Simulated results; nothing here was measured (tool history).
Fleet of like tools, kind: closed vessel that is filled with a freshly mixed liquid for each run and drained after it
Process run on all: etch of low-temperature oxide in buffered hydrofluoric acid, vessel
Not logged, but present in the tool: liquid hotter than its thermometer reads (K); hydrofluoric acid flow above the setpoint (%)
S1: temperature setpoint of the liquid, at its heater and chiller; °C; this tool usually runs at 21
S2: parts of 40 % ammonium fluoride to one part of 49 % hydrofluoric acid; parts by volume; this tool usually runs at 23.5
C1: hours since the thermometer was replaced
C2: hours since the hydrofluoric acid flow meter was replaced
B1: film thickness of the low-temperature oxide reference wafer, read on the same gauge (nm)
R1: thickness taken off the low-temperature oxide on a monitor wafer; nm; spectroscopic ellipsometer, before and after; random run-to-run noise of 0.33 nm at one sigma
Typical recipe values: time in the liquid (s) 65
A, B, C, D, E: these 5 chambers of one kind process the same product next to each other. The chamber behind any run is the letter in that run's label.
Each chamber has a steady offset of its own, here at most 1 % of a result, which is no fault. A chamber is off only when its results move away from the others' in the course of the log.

Run 1E, day 0.242: usual settings; C1 1499.9; C2 275.7; B1 59.995. Result: R1 50.44 nm.
At day 0.462: chamber A: thermometer replaced.
Run 2D, day 0.675: usual settings; C1 2233.4; C2 511.9; B1 60.007. Result: R1 50.552 nm.
Run 3C, day 0.871: usual settings; C1 1460.6; C2 112.4; B1 60.001. Result: R1 50.103 nm.
At day 1.012: chamber D: hydrofluoric acid flow meter replaced.
Run 4B, day 1.079: usual settings; C1 1254.8; C2 407.5; B1 59.993. Result: R1 50.049 nm.
Run 5A, day 1.392: usual settings; C1 22.4; C2 221.8; B1 59.994. Result: R1 49.859 nm.
Run 6B, day 1.662: usual settings; C1 1268.8; C2 421.5; B1 59.995. Result: R1 50.845 nm.
Run 7D, day 1.879: usual settings; C1 2262.3; C2 20.8; B1 59.993. Result: R1 50.09 nm.
Run 8C, day 2.329: usual settings; C1 1495.6; C2 147.4; B1 59.99. Result: R1 49.881 nm.
Run 9E, day 2.662: usual settings but S2 15.5 parts by volume, time in the liquid (s) 40; C1 1558; C2 333.8; B1 60.01. Result: R1 45.131 nm.
Run 10A, day 2.954: usual settings but S2 15.5 parts by volume, time in the liquid (s) 40; C1 59.9; C2 259.3; B1 60.007. Result: R1 43.603 nm.
Run 11D, day 3.192: usual settings but S2 15.5 parts by volume, time in the liquid (s) 40; C1 2293.8; C2 52.3; B1 60.011. Result: R1 44.157 nm.
Run 12E, day 3.638: usual settings but S2 15.5 parts by volume, time in the liquid (s) 40; C1 1581.4; C2 357.2; B1 59.99. Result: R1 44.724 nm.
Run 13A, day 3.9: usual settings but S2 15.5 parts by volume, time in the liquid (s) 40; C1 82.6; C2 282; B1 59.992. Result: R1 43.925 nm.
Run 14B, day 4.175: usual settings; C1 1329.1; C2 481.8; B1 60.001. Result: R1 50.579 nm.
Run 15C, day 4.379: usual settings; C1 1544.8; C2 196.6; B1 59.998. Result: R1 50.538 nm.
Run 16B, day 4.704: usual settings; C1 1341.8; C2 494.5; B1 59.99. Result: R1 50.968 nm.
Run 17A, day 5.071: usual settings; C1 110.7; C2 310.1; B1 59.975. Result: R1 50.102 nm.
Run 18D, day 5.262: usual settings; C1 2343.5; C2 102; B1 59.989. Result: R1 50.865 nm.
Run 19C, day 5.583: usual settings; C1 1573.7; C2 225.5; B1 59.99. Result: R1 50.05 nm.
Run 20E, day 5.871: usual settings; C1 1635; C2 410.8; B1 60.004. Result: R1 50.281 nm.
Run 21E, day 6.175: usual settings but S1 18.5 °C; C1 1642.3; C2 418.1; B1 59.993. Result: R1 43.75 nm.
At day 6.442: chamber C: thermometer replaced.
Run 22C, day 6.483: usual settings but S1 18.5 °C; C1 1.1; C2 247.1; B1 59.995. Result: R1 43.348 nm.
Run 23A, day 6.842: usual settings but S1 18.5 °C; C1 153.2; C2 352.6; B1 59.989. Result: R1 43.82 nm.
Run 24D, day 7.258: usual settings but S1 18.5 °C; C1 2391.4; C2 149.9; B1 60.021. Result: R1 43.75 nm.
Run 25B, day 7.621: usual settings but S1 18.5 °C; C1 1411.8; C2 564.5; B1 60.013. Result: R1 45.065 nm.
Run 26B, day 7.825: usual settings; C1 1416.7; C2 569.4; B1 59.984. Result: R1 52.363 nm.
Run 27C, day 8.071: usual settings; C1 39.2; C2 285.2; B1 59.993. Result: R1 49.656 nm.
Run 28A, day 8.504: usual settings; C1 193.1; C2 392.5; B1 59.998. Result: R1 50.202 nm.
Run 29D, day 8.783: usual settings; C1 2428; C2 186.5; B1 60.014. Result: R1 50.071 nm.
Run 30E, day 9.221: usual settings; C1 1715.4; C2 491.2; B1 59.993. Result: R1 50.107 nm.
Run 31B, day 9.433: usual settings; C1 1455.3; C2 608; B1 60.005. Result: R1 52.722 nm.
Run 32D, day 9.825: usual settings; C1 2453; C2 211.5; B1 60.012. Result: R1 50.523 nm.
Run 33C, day 10.029: usual settings; C1 86.2; C2 332.2; B1 60.014. Result: R1 50.218 nm.
At day 10.217: chamber E: thermometer replaced.
Run 34E, day 10.362: usual settings but time in the liquid (s) 80; C1 3.5; C2 518.6; B1 60.028. Result: R1 61.967 nm.
Run 35A, day 10.617: usual settings but time in the liquid (s) 80; C1 243.8; C2 443.2; B1 59.99. Result: R1 61.923 nm.
Run 36C, day 10.954: usual settings but time in the liquid (s) 80; C1 108.4; C2 354.4; B1 59.985. Result: R1 61.769 nm.
Run 37E, day 11.375: usual settings but time in the liquid (s) 80; C1 27.8; C2 542.9; B1 59.991. Result: R1 62.058 nm.
Run 38B, day 11.654: usual settings but time in the liquid (s) 80; C1 1508.6; C2 661.3; B1 60.016. Result: R1 66.163 nm.
Run 39D, day 12.008: usual settings; C1 2505.4; C2 263.9; B1 59.993. Result: R1 49.975 nm.
Run 40A, day 12.342: usual settings; C1 285.2; C2 484.6; B1 60.011. Result: R1 50.561 nm.
Run 41A, day 12.567: usual settings; C1 290.6; C2 490; B1 60.023. Result: R1 50.116 nm.
Run 42E, day 12.992: usual settings but S1 19.5 °C; C1 66.6; C2 581.7; B1 59.995. Result: R1 46.23 nm.

The same settings go to every chamber for the next run, one line per chamber below. Forecast the results for each:
Run 43A, day 13.317: usual settings but S1 23 °C. Result: R1 ?.
Run 43B, day 13.317: usual settings but S1 23 °C. Result: R1 ?.
Run 43C, day 13.317: usual settings but S1 23 °C. Result: R1 ?.
Run 43D, day 13.317: usual settings but S1 23 °C. Result: R1 ?.
Run 43E, day 13.317: usual settings but S1 23 °C. Result: R1 ?.

run      R1
43A  55.518
43B  59.808
43C  55.647
43D   55.52
43E   56.58

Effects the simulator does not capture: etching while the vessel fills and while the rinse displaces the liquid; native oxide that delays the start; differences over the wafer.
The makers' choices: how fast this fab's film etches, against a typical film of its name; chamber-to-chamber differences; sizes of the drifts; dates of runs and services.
